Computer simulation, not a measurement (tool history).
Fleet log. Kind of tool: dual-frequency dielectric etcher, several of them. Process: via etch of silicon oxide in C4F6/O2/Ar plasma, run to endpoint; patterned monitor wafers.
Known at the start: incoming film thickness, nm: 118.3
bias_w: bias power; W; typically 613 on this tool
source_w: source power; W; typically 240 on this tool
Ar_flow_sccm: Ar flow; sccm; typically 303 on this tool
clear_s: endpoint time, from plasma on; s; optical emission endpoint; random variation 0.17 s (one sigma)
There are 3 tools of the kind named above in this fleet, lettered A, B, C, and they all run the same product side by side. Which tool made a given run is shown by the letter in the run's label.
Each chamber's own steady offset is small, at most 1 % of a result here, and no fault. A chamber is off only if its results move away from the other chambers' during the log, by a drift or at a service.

run	day	bias_w	source_w	Ar_flow_sccm	hours since the last wet clean	hours since the last bias power generator calibration	hours since the last source power generator calibration	hours since the last Ar flow controller change	clear_s
1C	0.150	613	240	303	134.0	1965.5	801.5	1049.7	28.870
2A	0.408	613	240	303	58.4	1540.2	1151.9	1232.9	29.241
3B	0.688	613	240	303	448.4	379.8	2167.7	683.5	29.270
4B	0.958	613	240	303	454.9	386.3	2174.2	690.0	28.983
5A	1.092	613	240	303	74.8	1556.6	1168.3	1249.3	29.191
6C	1.321	668	190	303	162.1	1993.6	829.6	1077.8	30.170
7B	1.588	668	190	303	470.0	401.4	2189.3	705.1	30.341
8C	1.800	668	190	303	173.6	2005.1	841.1	1089.3	30.425
9A	2.029	613	240	303	97.3	1579.1	1190.8	1271.8	29.080
10A	2.308	613	240	303	104.0	1585.8	1197.5	1278.5	28.790
11B	2.512	613	240	303	492.2	423.6	2211.5	727.3	29.104
12C	2.662	554	190	303	194.3	2025.8	861.8	1110.0	32.786
13B	2.921	554	190	303	502.0	433.4	2221.3	737.1	32.941
14A	3.054	554	190	303	121.9	1603.7	1215.4	1296.4	32.994
15C	3.333	613	240	303	210.4	2041.9	877.9	1126.1	29.034
16B	3.588	613	240	303	518.0	449.4	2237.3	753.1	29.044
17A	3.775	613	240	303	139.2	1621.0	1232.7	1313.7	28.698
18C	3.979	613	240	303	225.9	2057.4	893.4	1141.6	29.642
19C	4.225	613	240	303	231.8	2063.3	899.3	1147.5	29.496
20B	4.408	613	240	303	537.7	469.1	2257.0	772.8	28.759
21A	4.583	613	240	303	158.6	1640.4	1252.1	1333.1	28.998
22B	4.733	722	280	303	545.5	476.9	2264.8	780.6	25.503
23A	4.983	722	280	303	168.2	1650.0	1261.7	1342.7	25.714
24C	5.217	722	280	303	255.6	2087.1	923.1	1171.3	26.300
25C	5.450	613	240	303	261.2	2092.7	928.7	1176.9	30.037
26A	5.642	754	240	350	184.0	1665.8	1277.5	1358.5	26.997
27B	5.892	754	240	350	573.3	504.7	2292.6	808.4	27.300
28B	6.100	754	240	350	578.3	509.7	2297.6	813.4	27.193
29C	6.321	613	240	303	282.1	2113.6	949.6	1197.8	30.199
30A	6.542	613	240	303	205.6	1687.4	1299.1	1380.1	28.790
31A	6.779	613	260	363	211.3	1693.1	1304.8	1385.8	28.638
32B	6.908	613	260	363	597.7	529.1	2317.0	832.8	28.914

What goes on in this fleet: one chamber off, a drifting gauge, or nothing beyond the chambers' own small offsets? Name the chamber and the cause, if any.

One chamber, C, drifts off from the rest bit by bit.
What lies behind it: etch rate under this chamber's usual, % = 4.23.

Here are 4 candidates for chamber C's next run, each the usual settings with a change, their results left as question marks. Which one brings its results back in line with what the others give on the usual settings?
In line means no further than this from the other chambers' mean on the usual settings: clear_s 0.590 s
33C-1	7.125	613	270	293					?
33C-2	7.125	737	240	303					?
33C-3	7.125	613	210	313					?
33C-4	7.125	548	220	312					?

The other chambers' mean on the usual settings: clear_s 28.968 s
run	clear_s
33C-1	28.823
33C-2	28.042
33C-3	31.798
33C-4	32.677
With 33C-1, the chamber falls back in line with the rest.

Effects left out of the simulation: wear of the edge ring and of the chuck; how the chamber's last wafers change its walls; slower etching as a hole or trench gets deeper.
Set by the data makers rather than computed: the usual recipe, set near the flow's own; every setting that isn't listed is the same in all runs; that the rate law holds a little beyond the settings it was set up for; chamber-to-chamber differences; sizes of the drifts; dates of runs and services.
